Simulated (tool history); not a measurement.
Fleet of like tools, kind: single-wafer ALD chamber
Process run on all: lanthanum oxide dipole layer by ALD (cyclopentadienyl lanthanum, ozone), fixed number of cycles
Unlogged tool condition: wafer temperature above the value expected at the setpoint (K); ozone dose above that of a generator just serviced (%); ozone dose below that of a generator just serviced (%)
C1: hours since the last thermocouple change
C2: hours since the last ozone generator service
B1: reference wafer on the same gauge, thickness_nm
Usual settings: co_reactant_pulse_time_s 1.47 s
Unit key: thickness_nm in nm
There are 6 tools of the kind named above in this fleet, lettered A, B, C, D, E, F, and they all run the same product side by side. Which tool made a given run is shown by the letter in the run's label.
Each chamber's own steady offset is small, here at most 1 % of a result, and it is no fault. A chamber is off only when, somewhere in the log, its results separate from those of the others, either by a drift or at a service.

Run 1C, day 0.404: usual settings; C1 180.4; C2 597.4; B1 0.4501. Result: thickness_nm 0.54764 nm.
Run 2A, day 0.788: usual settings; C1 437.5; C2 768.3; B1 0.44965. Result: thickness_nm 0.54983 nm.
Run 3E, day 1.304: usual settings; C1 213; C2 1771.2; B1 0.45014. Result: thickness_nm 0.54498 nm.
At day 1.533: chamber C: ozone generator serviced.
Run 4F, day 1.838: usual settings; C1 401.5; C2 282.2; B1 0.45045. Result: thickness_nm 0.54972 nm.
Run 5D, day 2.354: usual settings; C1 381.2; C2 1031.2; B1 0.45021. Result: thickness_nm 0.54767 nm.
Run 6B, day 2.788: usual settings; C1 94.6; C2 151.1; B1 0.45018. Result: thickness_nm 0.54708 nm.
Run 7F, day 3.217: usual settings but co_reactant_pulse_time_s 0.9 s; C1 434.6; C2 315.3; B1 0.45021. Result: thickness_nm 0.49158 nm.
Run 8A, day 3.579: usual settings but co_reactant_pulse_time_s 0.9 s; C1 504.5; C2 835.3; B1 0.44989. Result: thickness_nm 0.48367 nm.
Run 9B, day 3.85: usual settings but co_reactant_pulse_time_s 0.9 s; C1 120.1; C2 176.6; B1 0.44996. Result: thickness_nm 0.48222 nm.
Run 10C, day 4.112: usual settings but co_reactant_pulse_time_s 0.9 s; C1 269.4; C2 62; B1 0.45. Result: thickness_nm 0.47864 nm.
Run 11E, day 4.417: usual settings but co_reactant_pulse_time_s 0.9 s; C1 287.7; C2 1845.9; B1 0.4499. Result: thickness_nm 0.48013 nm.
Run 12D, day 4.746: usual settings but co_reactant_pulse_time_s 0.9 s; C1 438.6; C2 1088.6; B1 0.44992. Result: thickness_nm 0.47766 nm.
Run 13B, day 5.117: usual settings; C1 150.5; C2 207; B1 0.44971. Result: thickness_nm 0.55156 nm.
Run 14D, day 5.533: usual settings; C1 457.5; C2 1107.5; B1 0.44983. Result: thickness_nm 0.54764 nm.
Run 15A, day 5.829: usual settings; C1 558.5; C2 889.3; B1 0.45001. Result: thickness_nm 0.55198 nm.
Run 16F, day 6.183: usual settings but co_reactant_pulse_time_s 0.96 s; C1 505.8; C2 386.5; B1 0.45003. Result: thickness_nm 0.49445 nm.
Run 17C, day 6.758: usual settings but co_reactant_pulse_time_s 0.96 s; C1 332.9; C2 125.5; B1 0.45019. Result: thickness_nm 0.48909 nm.
Run 18E, day 7.196: usual settings but co_reactant_pulse_time_s 0.96 s; C1 354.4; C2 1912.6; B1 0.44982. Result: thickness_nm 0.49149 nm.
Run 19D, day 7.662: usual settings but co_reactant_pulse_time_s 0.96 s; C1 508.6; C2 1158.6; B1 0.45026. Result: thickness_nm 0.49092 nm.
Run 20B, day 8.058: usual settings but co_reactant_pulse_time_s 0.96 s; C1 221.1; C2 277.6; B1 0.45011. Result: thickness_nm 0.49658 nm.
Run 21A, day 8.625: usual settings but co_reactant_pulse_time_s 0.96 s; C1 625.6; C2 956.4; B1 0.44998. Result: thickness_nm 0.49953 nm.
Run 22F, day 8.892: usual settings but co_reactant_pulse_time_s 1.04 s; C1 570.8; C2 451.5; B1 0.44988. Result: thickness_nm 0.50117 nm.
Run 23C, day 9.475: usual settings but co_reactant_pulse_time_s 1.04 s; C1 398.1; C2 190.7; B1 0.45025. Result: thickness_nm 0.50381 nm.
Run 24E, day 9.942: usual settings but co_reactant_pulse_time_s 1.04 s; C1 420.3; C2 1978.5; B1 0.44985. Result: thickness_nm 0.50369 nm.
Run 25B, day 10.325: usual settings but co_reactant_pulse_time_s 1.04 s; C1 275.5; C2 332; B1 0.45014. Result: thickness_nm 0.5074 nm.
Run 26A, day 10.867: usual settings but co_reactant_pulse_time_s 1.04 s; C1 679.4; C2 1010.2; B1 0.44948. Result: thickness_nm 0.51091 nm.
At day 11.133: chamber E: ozone generator serviced.
Run 27D, day 11.425: usual settings but co_reactant_pulse_time_s 1.04 s; C1 598.9; C2 1248.9; B1 0.44974. Result: thickness_nm 0.49951 nm.
Run 28C, day 12.021: usual settings; C1 459.2; C2 251.8; B1 0.45012. Result: thickness_nm 0.54859 nm.
Run 29F, day 12.346: usual settings but co_reactant_pulse_time_s 1.04 s; C1 653.7; C2 534.4; B1 0.44993. Result: thickness_nm 0.49509 nm.
Run 30E, day 12.696: usual settings but co_reactant_pulse_time_s 1.04 s; C1 486.4; C2 37.6; B1 0.45042. Result: thickness_nm 0.50572 nm.
Run 31B, day 13.229: usual settings but co_reactant_pulse_time_s 1.04 s; C1 345.2; C2 401.7; B1 0.44993. Result: thickness_nm 0.5082 nm.
Run 32C, day 13.833: usual settings but co_reactant_pulse_time_s 1.04 s; C1 502.7; C2 295.3; B1 0.45. Result: thickness_nm 0.5044 nm.
Run 33A, day 14.267: usual settings but co_reactant_pulse_time_s 1.04 s; C1 761; C2 1091.8; B1 0.45025. Result: thickness_nm 0.50889 nm.
Run 34E, day 14.762: usual settings but co_reactant_pulse_time_s 1.04 s; C1 536; C2 87.2; B1 0.44942. Result: thickness_nm 0.50697 nm.
Run 35D, day 15.038: usual settings; C1 685.6; C2 1335.6; B1 0.44988. Result: thickness_nm 0.54552 nm.
Run 36F, day 15.346: usual settings but co_reactant_pulse_time_s 0.91 s; C1 725.7; C2 606.4; B1 0.44958. Result: thickness_nm 0.46844 nm.
Run 37F, day 15.833: usual settings but co_reactant_pulse_time_s 0.91 s; C1 737.4; C2 618.1; B1 0.44993. Result: thickness_nm 0.46403 nm.
Run 38C, day 16.317: usual settings but co_reactant_pulse_time_s 0.91 s; C1 562.3; C2 354.9; B1 0.45024. Result: thickness_nm 0.48326 nm.
Run 39D, day 16.579: usual settings but co_reactant_pulse_time_s 0.91 s; C1 722.6; C2 1372.6; B1 0.45003. Result: thickness_nm 0.48083 nm.
Run 40A, day 17.079: usual settings but co_reactant_pulse_time_s 0.91 s; C1 828.5; C2 1159.3; B1 0.45027. Result: thickness_nm 0.48806 nm.
Run 41B, day 17.542: usual settings but co_reactant_pulse_time_s 0.91 s; C1 448.7; C2 505.2; B1 0.45017. Result: thickness_nm 0.48538 nm.

The same settings go to every chamber for the next run, one line per chamber below. Forecast the results for each:
Run 42A, day 17.975: usual settings. Result: thickness_nm ?.
Run 42B, day 17.975: usual settings. Result: thickness_nm ?.
Run 42C, day 17.975: usual settings. Result: thickness_nm ?.
Run 42D, day 17.975: usual settings. Result: thickness_nm ?.
Run 42E, day 17.975: usual settings. Result: thickness_nm ?.
Run 42F, day 17.975: usual settings. Result: thickness_nm ?.

run  thickness_nm
42A       0.54962
42B       0.55326
42C        0.5425
42D       0.54252
42E       0.54556
42F         0.537
